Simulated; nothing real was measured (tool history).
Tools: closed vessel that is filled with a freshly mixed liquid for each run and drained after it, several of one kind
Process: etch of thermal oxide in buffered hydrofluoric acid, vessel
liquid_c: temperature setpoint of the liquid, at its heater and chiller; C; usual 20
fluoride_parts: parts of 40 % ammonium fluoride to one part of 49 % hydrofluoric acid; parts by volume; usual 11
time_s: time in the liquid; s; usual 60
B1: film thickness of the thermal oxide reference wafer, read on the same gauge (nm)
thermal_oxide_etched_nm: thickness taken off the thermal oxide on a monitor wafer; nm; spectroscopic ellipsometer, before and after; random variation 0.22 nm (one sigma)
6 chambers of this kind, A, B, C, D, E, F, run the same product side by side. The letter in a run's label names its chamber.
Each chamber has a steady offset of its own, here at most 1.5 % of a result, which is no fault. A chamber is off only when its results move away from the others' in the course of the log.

{"run": "1B", "day": 0.092, "liquid_c": 20, "fluoride_parts": 11, "time_s": 60, "B1": 120.05, "thermal_oxide_etched_nm": 51.669}
{"run": "2D", "day": 0.233, "liquid_c": 20, "fluoride_parts": 11, "time_s": 60, "B1": 120.08, "thermal_oxide_etched_nm": 50.648}
{"run": "3E", "day": 0.392, "liquid_c": 20, "fluoride_parts": 11, "time_s": 60, "B1": 119.98, "thermal_oxide_etched_nm": 50.916}
{"run": "4A", "day": 0.529, "liquid_c": 20, "fluoride_parts": 11, "time_s": 60, "B1": 119.99, "thermal_oxide_etched_nm": 50.743}
{"run": "5C", "day": 0.625, "liquid_c": 20, "fluoride_parts": 11, "time_s": 60, "B1": 120.0, "thermal_oxide_etched_nm": 50.747}
{"run": "6F", "day": 0.808, "liquid_c": 20, "fluoride_parts": 11, "time_s": 60, "B1": 120.04, "thermal_oxide_etched_nm": 50.376}
{"run": "7E", "day": 0.958, "liquid_c": 20, "fluoride_parts": 11, "time_s": 60, "B1": 120.03, "thermal_oxide_etched_nm": 50.692}
{"run": "8B", "day": 1.083, "liquid_c": 20, "fluoride_parts": 7, "time_s": 60, "B1": 120.0, "thermal_oxide_etched_nm": 78.762}
{"run": "9A", "day": 1.262, "liquid_c": 20, "fluoride_parts": 7, "time_s": 60, "B1": 120.0, "thermal_oxide_etched_nm": 77.59}
{"run": "10F", "day": 1.404, "liquid_c": 20, "fluoride_parts": 7, "time_s": 60, "B1": 119.93, "thermal_oxide_etched_nm": 77.647}
{"run": "11C", "day": 1.575, "liquid_c": 20, "fluoride_parts": 7, "time_s": 60, "B1": 119.96, "thermal_oxide_etched_nm": 77.894}
{"run": "12D", "day": 1.662, "liquid_c": 20, "fluoride_parts": 7, "time_s": 60, "B1": 120.02, "thermal_oxide_etched_nm": 77.778}
{"run": "13F", "day": 1.829, "liquid_c": 20, "fluoride_parts": 7, "time_s": 60, "B1": 119.98, "thermal_oxide_etched_nm": 77.596}
{"run": "14B", "day": 1.996, "liquid_c": 20, "fluoride_parts": 11, "time_s": 60, "B1": 120.0, "thermal_oxide_etched_nm": 51.139}
{"run": "15E", "day": 2.15, "liquid_c": 24, "fluoride_parts": 11, "time_s": 30, "B1": 120.02, "thermal_oxide_etched_nm": 31.98}
{"run": "16C", "day": 2.329, "liquid_c": 24, "fluoride_parts": 11, "time_s": 30, "B1": 119.98, "thermal_oxide_etched_nm": 31.478}
{"run": "17D", "day": 2.458, "liquid_c": 24, "fluoride_parts": 11, "time_s": 30, "B1": 120.05, "thermal_oxide_etched_nm": 31.751}
{"run": "18A", "day": 2.542, "liquid_c": 24, "fluoride_parts": 11, "time_s": 30, "B1": 120.01, "thermal_oxide_etched_nm": 31.655}
{"run": "19B", "day": 2.638, "liquid_c": 24, "fluoride_parts": 11, "time_s": 30, "B1": 119.99, "thermal_oxide_etched_nm": 32.05}
{"run": "20C", "day": 2.8, "liquid_c": 24, "fluoride_parts": 11, "time_s": 30, "B1": 120.05, "thermal_oxide_etched_nm": 31.625}
{"run": "21A", "day": 2.992, "liquid_c": 20, "fluoride_parts": 11, "time_s": 60, "B1": 119.98, "thermal_oxide_etched_nm": 51.422}
{"run": "22D", "day": 3.096, "liquid_c": 20, "fluoride_parts": 11, "time_s": 60, "B1": 119.98, "thermal_oxide_etched_nm": 50.827}
{"run": "23F", "day": 3.188, "liquid_c": 17, "fluoride_parts": 11, "time_s": 60, "B1": 120.02, "thermal_oxide_etched_nm": 42.311}
{"run": "24E", "day": 3.371, "liquid_c": 17, "fluoride_parts": 11, "time_s": 60, "B1": 120.0, "thermal_oxide_etched_nm": 42.666}
{"run": "25B", "day": 3.475, "liquid_c": 17, "fluoride_parts": 11, "time_s": 60, "B1": 120.01, "thermal_oxide_etched_nm": 43.325}
{"run": "26D", "day": 3.583, "liquid_c": 17, "fluoride_parts": 11, "time_s": 60, "B1": 119.96, "thermal_oxide_etched_nm": 42.324}
{"run": "27C", "day": 3.767, "liquid_c": 17, "fluoride_parts": 11, "time_s": 60, "B1": 120.01, "thermal_oxide_etched_nm": 43.124}
{"run": "28A", "day": 3.904, "liquid_c": 17, "fluoride_parts": 11, "time_s": 60, "B1": 119.97, "thermal_oxide_etched_nm": 43.965}
{"day": 3.962, "done": "chamber B: hydrofluoric acid flow meter replaced"}
{"run": "29E", "day": 4.025, "liquid_c": 20, "fluoride_parts": 11, "time_s": 60, "B1": 119.99, "thermal_oxide_etched_nm": 50.501}
{"run": "30F", "day": 4.188, "liquid_c": 20, "fluoride_parts": 11, "time_s": 60, "B1": 119.95, "thermal_oxide_etched_nm": 49.974}
{"run": "31C", "day": 4.292, "liquid_c": 20, "fluoride_parts": 11, "time_s": 60, "B1": 120.01, "thermal_oxide_etched_nm": 50.973}
{"run": "32E", "day": 4.383, "liquid_c": 20, "fluoride_parts": 11, "time_s": 60, "B1": 120.01, "thermal_oxide_etched_nm": 51.141}
{"run": "33A", "day": 4.475, "liquid_c": 20, "fluoride_parts": 11, "time_s": 60, "B1": 119.99, "thermal_oxide_etched_nm": 52.02}
{"run": "34B", "day": 4.646, "liquid_c": 20, "fluoride_parts": 11, "time_s": 60, "B1": 119.97, "thermal_oxide_etched_nm": 51.293}
{"run": "35D", "day": 4.788, "liquid_c": 20, "fluoride_parts": 15, "time_s": 90, "B1": 120.02, "thermal_oxide_etched_nm": 55.648}
{"run": "36F", "day": 4.9, "liquid_c": 20, "fluoride_parts": 15, "time_s": 90, "B1": 119.97, "thermal_oxide_etched_nm": 55.814}
{"run": "37C", "day": 4.988, "liquid_c": 20, "fluoride_parts": 15, "time_s": 90, "B1": 119.99, "thermal_oxide_etched_nm": 56.248}
{"run": "38E", "day": 5.175, "liquid_c": 20, "fluoride_parts": 15, "time_s": 90, "B1": 120.02, "thermal_oxide_etched_nm": 56.397}
{"run": "39A", "day": 5.283, "liquid_c": 20, "fluoride_parts": 15, "time_s": 90, "B1": 119.97, "thermal_oxide_etched_nm": 58.255}
{"run": "40D", "day": 5.45, "liquid_c": 20, "fluoride_parts": 15, "time_s": 90, "B1": 120.04, "thermal_oxide_etched_nm": 55.469}
{"run": "41F", "day": 5.592, "liquid_c": 20, "fluoride_parts": 11, "time_s": 60, "B1": 119.96, "thermal_oxide_etched_nm": 49.995}

All 6 chambers run these settings next. Forecast each chamber's results:
{"run": "42A", "day": 5.729, "liquid_c": 25, "fluoride_parts": 11, "time_s": 60, "thermal_oxide_etched_nm": "?"}
{"run": "42B", "day": 5.729, "liquid_c": 25, "fluoride_parts": 11, "time_s": 60, "thermal_oxide_etched_nm": "?"}
{"run": "42C", "day": 5.729, "liquid_c": 25, "fluoride_parts": 11, "time_s": 60, "thermal_oxide_etched_nm": "?"}
{"run": "42D", "day": 5.729, "liquid_c": 25, "fluoride_parts": 11, "time_s": 60, "thermal_oxide_etched_nm": "?"}
{"run": "42E", "day": 5.729, "liquid_c": 25, "fluoride_parts": 11, "time_s": 60, "thermal_oxide_etched_nm": "?"}
{"run": "42F", "day": 5.729, "liquid_c": 25, "fluoride_parts": 11, "time_s": 60, "thermal_oxide_etched_nm": "?"}

run=42A thermal_oxide_etched_nm=69.376
run=42B thermal_oxide_etched_nm=67.215
run=42C thermal_oxide_etched_nm=66.967
run=42D thermal_oxide_etched_nm=66.438
run=42E thermal_oxide_etched_nm=66.530
run=42F thermal_oxide_etched_nm=66.288

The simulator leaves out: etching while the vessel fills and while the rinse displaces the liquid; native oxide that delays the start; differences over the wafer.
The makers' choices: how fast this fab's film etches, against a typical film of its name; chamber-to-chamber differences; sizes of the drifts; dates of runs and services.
